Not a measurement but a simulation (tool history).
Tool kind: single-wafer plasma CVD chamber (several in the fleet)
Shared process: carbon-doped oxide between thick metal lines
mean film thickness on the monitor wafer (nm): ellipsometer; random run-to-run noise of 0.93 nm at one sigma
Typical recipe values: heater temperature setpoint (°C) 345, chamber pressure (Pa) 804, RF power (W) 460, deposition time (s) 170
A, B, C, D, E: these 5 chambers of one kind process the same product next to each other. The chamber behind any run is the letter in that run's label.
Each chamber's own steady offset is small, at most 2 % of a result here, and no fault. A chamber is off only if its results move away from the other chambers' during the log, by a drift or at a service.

run,day,heater temperature setpoint (°C),chamber pressure (Pa),RF power (W),deposition time (s),hours since the last thermocouple change,hours since the last RF generator calibration,hours since the last manometer calibration,"read-back reference wafer on the same gauge, thickness_nm",mean film thickness on the monitor wafer (nm)
1E,0.45,345,804,460,170,1545.9,1310.8,1499.7,925.58,853.53
# day 0.542: chamber A: thermocouple changed; heater temperature recalibrated
# day 0.575: chamber E: thermocouple changed; heater temperature recalibrated
2C,0.817,345,804,460,170,726.5,930.8,2198.9,925.88,843.09
3D,1.05,345,804,460,170,1195.8,1391.5,622.2,925.38,828.1
4B,1.317,345,804,460,170,541,542.9,65.3,925.44,841.34
5A,1.696,345,804,430,170,27.8,1302.6,533.9,925.21,795.53
6B,2.108,345,804,430,170,560,561.9,84.3,925.27,801.26
7A,2.388,345,804,430,170,44.4,1319.2,550.5,924.92,795.02
8C,2.696,345,804,430,170,771.6,975.9,2244,924.85,800.29
9D,2.921,345,804,430,170,1240.7,1436.4,667.1,924.82,789.77
10E,3.171,345,804,460,170,62.4,1376.1,1565,924.65,854.02
11E,3.471,345,804,460,170,69.6,1383.3,1572.2,924.52,851.83
12D,3.9,345,804,460,170,1264.2,1459.9,690.6,924.26,828.03
13C,4.096,345,804,460,170,805.2,1009.5,2277.6,924.3,843.12
14A,4.488,345,804,460,170,94.8,1369.6,600.9,924.07,833.56
15B,4.712,345,804,550,153,622.5,624.4,146.8,923.9,846.69
16B,5,345,804,550,153,629.4,631.3,153.7,923.85,847.2
17D,5.275,345,804,550,153,1297.2,1492.9,723.6,924,833.75
18A,5.512,345,804,550,153,119.4,1394.2,625.5,923.44,839.25
19C,5.833,345,804,550,153,846.9,1051.2,2319.3,923.53,847.66
20E,6.188,345,804,460,170,134.8,1448.5,1637.4,923.74,852.01
21E,6.421,345,623,460,170,140.4,1454.1,1643,923.38,820.77
22B,6.842,345,623,460,170,673.6,675.5,197.9,923.3,811.36
23D,7.121,345,623,460,170,1341.5,1537.2,767.9,923.05,799.78
24C,7.342,345,623,460,170,883.1,1087.4,2355.5,923.18,809.44
25A,7.754,345,623,460,170,173.2,1448,679.3,922.63,801.42
26B,8.088,345,804,460,170,703.5,705.4,227.8,922.54,840.59
27D,8.488,345,804,460,170,1374.3,1570,800.7,922.78,827.82
28E,8.688,345,804,460,170,194.8,1508.5,1697.4,922.4,850.36
29C,9.142,345,804,460,170,926.3,1130.6,2398.7,922.42,839.42
30A,9.392,345,804,460,170,212.5,1487.3,718.6,922.09,831.99
31E,9.746,345,804,460,170,220.2,1533.9,1722.8,921.9,851.18
32B,9.958,345,804,460,170,748.4,750.3,272.7,922.25,839.86

For the next run the whole fleet of 5 chambers uses the same settings. Give each chamber's results:
33A,10.288,345,804,460,170,,,,,?
33B,10.288,345,804,460,170,,,,,?
33C,10.288,345,804,460,170,,,,,?
33D,10.288,345,804,460,170,,,,,?
33E,10.288,345,804,460,170,,,,,?

run,mean film thickness on the monitor wafer (nm)
33A,832.64
33B,838.86
33C,840.34
33D,825.86
33E,851.39
